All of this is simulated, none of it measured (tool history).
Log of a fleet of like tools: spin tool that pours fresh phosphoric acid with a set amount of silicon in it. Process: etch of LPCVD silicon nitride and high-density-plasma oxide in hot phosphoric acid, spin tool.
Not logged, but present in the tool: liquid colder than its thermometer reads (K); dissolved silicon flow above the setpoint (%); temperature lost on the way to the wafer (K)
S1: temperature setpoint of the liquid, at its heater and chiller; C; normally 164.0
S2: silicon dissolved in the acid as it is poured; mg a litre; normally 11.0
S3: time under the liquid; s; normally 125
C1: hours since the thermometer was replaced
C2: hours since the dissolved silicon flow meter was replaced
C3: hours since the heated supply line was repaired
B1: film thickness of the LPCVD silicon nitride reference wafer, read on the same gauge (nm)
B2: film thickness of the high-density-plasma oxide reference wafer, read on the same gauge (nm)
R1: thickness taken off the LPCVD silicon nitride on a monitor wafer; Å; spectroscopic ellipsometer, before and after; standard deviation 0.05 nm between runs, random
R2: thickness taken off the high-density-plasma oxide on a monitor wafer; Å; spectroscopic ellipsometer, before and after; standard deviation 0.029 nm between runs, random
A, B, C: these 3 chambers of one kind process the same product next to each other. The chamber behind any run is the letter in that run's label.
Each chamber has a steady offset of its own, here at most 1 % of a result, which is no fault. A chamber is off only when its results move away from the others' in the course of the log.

run 1C day=0.425 | S1=164.0 S2=11.0 S3=125 | C1=427.7 C2=378.6 C3=675.2 | B1=50.017 B2=120.01 | R1=128.700 R2=2.9585
run 2A day=0.908 | S1=164.0 S2=11.0 S3=125 | C1=235.7 C2=912.0 C3=2193.8 | B1=50.017 B2=120.00 | R1=129.720 R2=3.0938
run 3B day=1.288 | S1=164.0 S2=11.0 S3=125 | C1=757.4 C2=1966.2 C3=2257.7 | B1=49.999 B2=120.02 | R1=129.640 R2=3.5385
-- day=1.517 chamber A: dissolved silicon flow meter replaced
run 4B day=1.642 | S1=164.0 S2=11.0 S3=125 | C1=765.9 C2=1974.7 C3=2266.2 | B1=50.007 B2=119.98 | R1=128.240 R2=3.3448
run 5C day=2.150 | S1=164.0 S2=11.0 S3=125 | C1=469.1 C2=420.0 C3=716.6 | B1=49.995 B2=120.01 | R1=129.410 R2=3.1761
run 6A day=2.462 | S1=164.0 S2=11.0 S3=125 | C1=273.0 C2=22.8 C3=2231.1 | B1=49.996 B2=120.00 | R1=129.430 R2=2.9580
run 7C day=2.950 | S1=164.0 S2=11.0 S3=125 | C1=488.3 C2=439.2 C3=735.8 | B1=49.995 B2=119.99 | R1=128.610 R2=4.0416
run 8A day=3.358 | S1=164.0 S2=11.0 S3=125 | C1=294.5 C2=44.3 C3=2252.6 | B1=50.013 B2=120.01 | R1=129.520 R2=2.5448
run 9B day=3.608 | S1=164.0 S2=11.0 S3=125 | C1=813.1 C2=2021.9 C3=2313.4 | B1=49.989 B2=120.00 | R1=127.430 R2=3.5689
run 10B day=3.900 | S1=164.0 S2=11.0 S3=125 | C1=820.1 C2=2028.9 C3=2320.4 | B1=49.997 B2=119.99 | R1=128.750 R2=3.5029
run 11C day=4.346 | S1=164.0 S2=4.5 S3=175 | C1=521.8 C2=472.7 C3=769.3 | B1=49.994 B2=120.01 | R1=179.710 R2=4.9732
run 12A day=4.675 | S1=164.0 S2=4.5 S3=175 | C1=326.1 C2=75.9 C3=2284.2 | B1=49.994 B2=120.02 | R1=180.850 R2=5.1046
run 13A day=5.033 | S1=164.0 S2=4.5 S3=175 | C1=334.7 C2=84.5 C3=2292.8 | B1=49.999 B2=120.00 | R1=181.420 R2=5.5248
run 14B day=5.467 | S1=164.0 S2=11.0 S3=125 | C1=857.7 C2=2066.5 C3=2358.0 | B1=50.005 B2=120.01 | R1=126.800 R2=3.2389
run 15C day=5.800 | S1=164.0 S2=11.0 S3=125 | C1=556.7 C2=507.6 C3=804.2 | B1=49.999 B2=120.00 | R1=128.890 R2=2.8398
run 16C day=6.288 | S1=164.0 S2=11.0 S3=75 | C1=568.4 C2=519.3 C3=815.9 | B1=49.994 B2=120.01 | R1=77.857 R2=1.9874
run 17B day=6.812 | S1=164.0 S2=11.0 S3=75 | C1=890.0 C2=2098.8 C3=2390.3 | B1=49.999 B2=120.00 | R1=76.185 R2=2.1241
run 18A day=7.067 | S1=164.0 S2=11.0 S3=75 | C1=383.5 C2=133.3 C3=2341.6 | B1=50.014 B2=120.00 | R1=77.621 R2=2.1381
-- day=7.154 chamber B: dissolved silicon flow meter replaced
run 19C day=7.350 | S1=166.5 S2=11.0 S3=125 | C1=593.9 C2=544.8 C3=841.4 | B1=49.995 B2=120.00 | R1=139.180 R2=3.3203
run 20B day=7.833 | S1=166.5 S2=11.0 S3=125 | C1=914.5 C2=16.3 C3=2414.8 | B1=49.992 B2=120.00 | R1=136.660 R2=4.0887
run 21A day=8.196 | S1=166.5 S2=11.0 S3=125 | C1=410.6 C2=160.4 C3=2368.7 | B1=49.987 B2=120.00 | R1=141.220 R2=3.7420
run 22C day=8.688 | S1=164.0 S2=11.0 S3=125 | C1=626.0 C2=576.9 C3=873.5 | B1=49.995 B2=120.00 | R1=129.720 R2=3.5278
run 23B day=8.979 | S1=164.0 S2=11.0 S3=125 | C1=942.0 C2=43.8 C3=2442.3 | B1=50.003 B2=120.00 | R1=125.620 R2=3.0314
run 24A day=9.292 | S1=164.0 S2=11.0 S3=125 | C1=436.9 C2=186.7 C3=2395.0 | B1=50.015 B2=120.00 | R1=129.710 R2=3.9207
run 25C day=9.612 | S1=164.0 S2=11.0 S3=125 | C1=648.2 C2=599.1 C3=895.7 | B1=49.999 B2=119.98 | R1=128.730 R2=3.7109
run 26B day=10.008 | S1=166.5 S2=14.5 S3=125 | C1=966.7 C2=68.5 C3=2467.0 | B1=50.005 B2=119.99 | R1=136.090 R2=3.4615
run 27A day=10.279 | S1=166.5 S2=14.5 S3=125 | C1=460.6 C2=210.4 C3=2418.7 | B1=50.020 B2=119.99 | R1=139.730 R2=3.7218
run 28C day=10.633 | S1=166.5 S2=14.5 S3=125 | C1=672.7 C2=623.6 C3=920.2 | B1=49.996 B2=119.99 | R1=140.510 R2=3.7881
run 29B day=10.983 | S1=164.0 S2=11.0 S3=125 | C1=990.1 C2=91.9 C3=2490.4 | B1=49.999 B2=119.98 | R1=125.450 R2=3.6418
run 30A day=11.217 | S1=165.5 S2=11.0 S3=125 | C1=483.1 C2=232.9 C3=2441.2 | B1=50.003 B2=120.01 | R1=136.660 R2=3.8778
run 31C day=11.708 | S1=165.5 S2=11.0 S3=125 | C1=698.5 C2=649.4 C3=946.0 | B1=49.998 B2=120.01 | R1=135.420 R2=3.7463
run 32B day=12.217 | S1=165.5 S2=11.0 S3=125 | C1=1019.7 C2=121.5 C3=2520.0 | B1=49.984 B2=120.02 | R1=131.160 R2=3.0964
run 33A day=12.542 | S1=164.0 S2=11.0 S3=125 | C1=514.9 C2=264.7 C3=2473.0 | B1=50.004 B2=120.01 | R1=128.520 R2=3.7201

Predict what each chamber gives when all 3 of them run the settings below next.
run 34A day=12.933 | S1=164.0 S2=11.0 S3=125 | R1=? R2=?
run 34B day=12.933 | S1=164.0 S2=11.0 S3=125 | R1=? R2=?
run 34C day=12.933 | S1=164.0 S2=11.0 S3=125 | R1=? R2=?

run=34A R1=129.170 R2=3.4247
run=34B R1=124.220 R2=2.7959
run=34C R1=129.050 R2=3.3351
